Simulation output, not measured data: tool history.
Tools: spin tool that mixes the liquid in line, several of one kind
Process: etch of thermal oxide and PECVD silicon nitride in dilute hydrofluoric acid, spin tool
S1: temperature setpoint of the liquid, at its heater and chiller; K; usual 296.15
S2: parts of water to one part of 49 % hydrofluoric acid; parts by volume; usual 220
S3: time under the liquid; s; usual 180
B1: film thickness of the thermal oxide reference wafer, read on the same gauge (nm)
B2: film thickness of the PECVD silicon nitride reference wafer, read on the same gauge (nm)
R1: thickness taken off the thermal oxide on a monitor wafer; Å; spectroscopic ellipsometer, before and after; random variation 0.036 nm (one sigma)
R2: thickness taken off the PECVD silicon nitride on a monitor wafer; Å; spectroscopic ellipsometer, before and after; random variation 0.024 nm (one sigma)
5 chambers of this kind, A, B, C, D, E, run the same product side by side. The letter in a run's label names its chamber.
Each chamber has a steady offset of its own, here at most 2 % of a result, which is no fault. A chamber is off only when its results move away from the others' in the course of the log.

{"run": "1E", "hour": 5.2, "S1": 296.15, "S2": 220, "S3": 180, "B1": 79.98, "B2": 109.98, "R1": 34.409, "R2": 27.429}
{"run": "2B", "hour": 9.7, "S1": 296.15, "S2": 220, "S3": 180, "B1": 79.981, "B2": 110.01, "R1": 33.829, "R2": 27.19}
{"run": "3A", "hour": 13.4, "S1": 296.15, "S2": 220, "S3": 180, "B1": 79.964, "B2": 110.01, "R1": 34.564, "R2": 27.128}
{"run": "4D", "hour": 16.2, "S1": 296.15, "S2": 220, "S3": 180, "B1": 79.962, "B2": 109.98, "R1": 34.313, "R2": 27.327}
{"run": "5C", "hour": 21.4, "S1": 296.15, "S2": 220, "S3": 180, "B1": 79.971, "B2": 110.02, "R1": 34.036, "R2": 27.297}
{"run": "6D", "hour": 26.2, "S1": 296.15, "S2": 120, "S3": 180, "B1": 79.993, "B2": 110.01, "R1": 70.864, "R2": 50.482}
{"run": "7E", "hour": 30.1, "S1": 296.15, "S2": 120, "S3": 180, "B1": 79.983, "B2": 110.01, "R1": 70.538, "R2": 50.028}
{"run": "8B", "hour": 32.9, "S1": 296.15, "S2": 120, "S3": 180, "B1": 79.999, "B2": 110.04, "R1": 68.909, "R2": 49.456}
{"run": "9C", "hour": 38.2, "S1": 296.15, "S2": 120, "S3": 180, "B1": 80.005, "B2": 109.98, "R1": 70.877, "R2": 49.386}
{"run": "10A", "hour": 41.6, "S1": 296.15, "S2": 120, "S3": 180, "B1": 80.019, "B2": 110.0, "R1": 69.448, "R2": 50.346}
{"run": "11E", "hour": 46.9, "S1": 296.15, "S2": 220, "S3": 180, "B1": 80.05, "B2": 109.96, "R1": 34.656, "R2": 27.935}
{"run": "12A", "hour": 50.0, "S1": 296.15, "S2": 220, "S3": 180, "B1": 79.974, "B2": 110.02, "R1": 34.203, "R2": 27.481}
{"run": "13B", "hour": 54.7, "S1": 296.15, "S2": 220, "S3": 180, "B1": 79.996, "B2": 109.99, "R1": 34.417, "R2": 27.798}
{"run": "14C", "hour": 57.9, "S1": 296.15, "S2": 220, "S3": 180, "B1": 80.015, "B2": 110.01, "R1": 34.238, "R2": 26.895}
{"run": "15D", "hour": 61.8, "S1": 296.15, "S2": 220, "S3": 180, "B1": 80.049, "B2": 109.99, "R1": 34.783, "R2": 27.809}
{"run": "16A", "hour": 67.0, "S1": 296.15, "S2": 175, "S3": 135, "B1": 79.99, "B2": 110.01, "R1": 33.574, "R2": 25.197}
{"run": "17E", "hour": 70.9, "S1": 296.15, "S2": 175, "S3": 135, "B1": 80.026, "B2": 109.99, "R1": 35.02, "R2": 25.962}
{"run": "18D", "hour": 75.6, "S1": 296.15, "S2": 175, "S3": 135, "B1": 80.011, "B2": 110.01, "R1": 33.994, "R2": 25.614}
{"run": "19C", "hour": 79.1, "S1": 296.15, "S2": 175, "S3": 135, "B1": 79.975, "B2": 110.02, "R1": 34.13, "R2": 25.348}
{"run": "20B", "hour": 82.7, "S1": 296.15, "S2": 175, "S3": 135, "B1": 80.035, "B2": 110.0, "R1": 34.54, "R2": 25.579}
{"run": "21A", "hour": 86.8, "S1": 296.15, "S2": 220, "S3": 180, "B1": 80.039, "B2": 110.01, "R1": 32.976, "R2": 26.27}
{"run": "22B", "hour": 89.2, "S1": 296.15, "S2": 220, "S3": 180, "B1": 79.977, "B2": 110.02, "R1": 34.637, "R2": 27.162}
{"run": "23D", "hour": 93.9, "S1": 296.15, "S2": 220, "S3": 180, "B1": 79.985, "B2": 109.98, "R1": 34.637, "R2": 27.242}
{"run": "24C", "hour": 97.8, "S1": 296.15, "S2": 220, "S3": 180, "B1": 79.971, "B2": 110.0, "R1": 34.305, "R2": 27.329}
{"run": "25E", "hour": 100.6, "S1": 296.15, "S2": 220, "S3": 180, "B1": 80.014, "B2": 109.99, "R1": 34.704, "R2": 27.835}
{"hour": 101.2, "done": "chamber B: hydrofluoric acid flow meter replaced"}
{"run": "26A", "hour": 105.0, "S1": 296.15, "S2": 220, "S3": 180, "B1": 79.983, "B2": 110.01, "R1": 32.484, "R2": 25.631}
{"run": "27C", "hour": 109.0, "S1": 296.15, "S2": 220, "S3": 180, "B1": 79.978, "B2": 109.98, "R1": 34.668, "R2": 27.315}
{"run": "28B", "hour": 112.8, "S1": 296.15, "S2": 170, "S3": 250, "B1": 79.974, "B2": 110.01, "R1": 63.338, "R2": 48.539}
{"run": "29E", "hour": 115.2, "S1": 296.15, "S2": 170, "S3": 250, "B1": 79.952, "B2": 110.0, "R1": 66.478, "R2": 49.575}
{"run": "30D", "hour": 118.7, "S1": 296.15, "S2": 170, "S3": 250, "B1": 80.002, "B2": 110.01, "R1": 65.91, "R2": 49.574}
{"run": "31B", "hour": 124.0, "S1": 296.15, "S2": 170, "S3": 250, "B1": 80.001, "B2": 110.0, "R1": 63.31, "R2": 48.549}
{"run": "32A", "hour": 129.0, "S1": 296.15, "S2": 170, "S3": 250, "B1": 80.025, "B2": 110.01, "R1": 58.415, "R2": 44.365}
{"run": "33C", "hour": 134.2, "S1": 296.15, "S2": 220, "S3": 180, "B1": 80.041, "B2": 109.98, "R1": 34.282, "R2": 27.159}
{"run": "34D", "hour": 139.1, "S1": 296.15, "S2": 220, "S3": 180, "B1": 80.028, "B2": 110.01, "R1": 35.169, "R2": 27.23}

What goes on in this fleet: one chamber off, a drifting gauge, or nothing beyond the chambers' own small offsets? Name the chamber and the cause, if any.

Chamber A drifts away from the others.
Cause: hydrofluoric acid flow below the setpoint (%) = 11.1.

Here are 4 candidates for chamber A's next run, each the usual settings with a change, their results left as question marks. Which one brings its results back in line with what the others give on the usual settings?
In line means no further than this from the other chambers' mean on the usual settings: R1 1.300 Å; R2 0.830 Å
{"run": "35A-1", "hour": 142.9, "S1": 296.65, "S2": 240, "S3": 170, "R1": "?", "R2": "?"}
{"run": "35A-2", "hour": 142.9, "S1": 295.65, "S2": 185, "S3": 195, "R1": "?", "R2": "?"}
{"run": "35A-3", "hour": 142.9, "S1": 295.65, "S2": 200, "S3": 190, "R1": "?", "R2": "?"}
{"run": "35A-4", "hour": 142.9, "S1": 296.65, "S2": 255, "S3": 160, "R1": "?", "R2": "?"}

The other chambers' mean on the usual settings: R1 34.512 Å; R2 27.434 Å
run=35A-1 R1=25.397 R2=21.706
run=35A-2 R1=38.953 R2=30.315
run=35A-3 R1=34.461 R2=27.329
run=35A-4 R1=22.108 R2=19.229
35A-3 brings the chamber back in line.
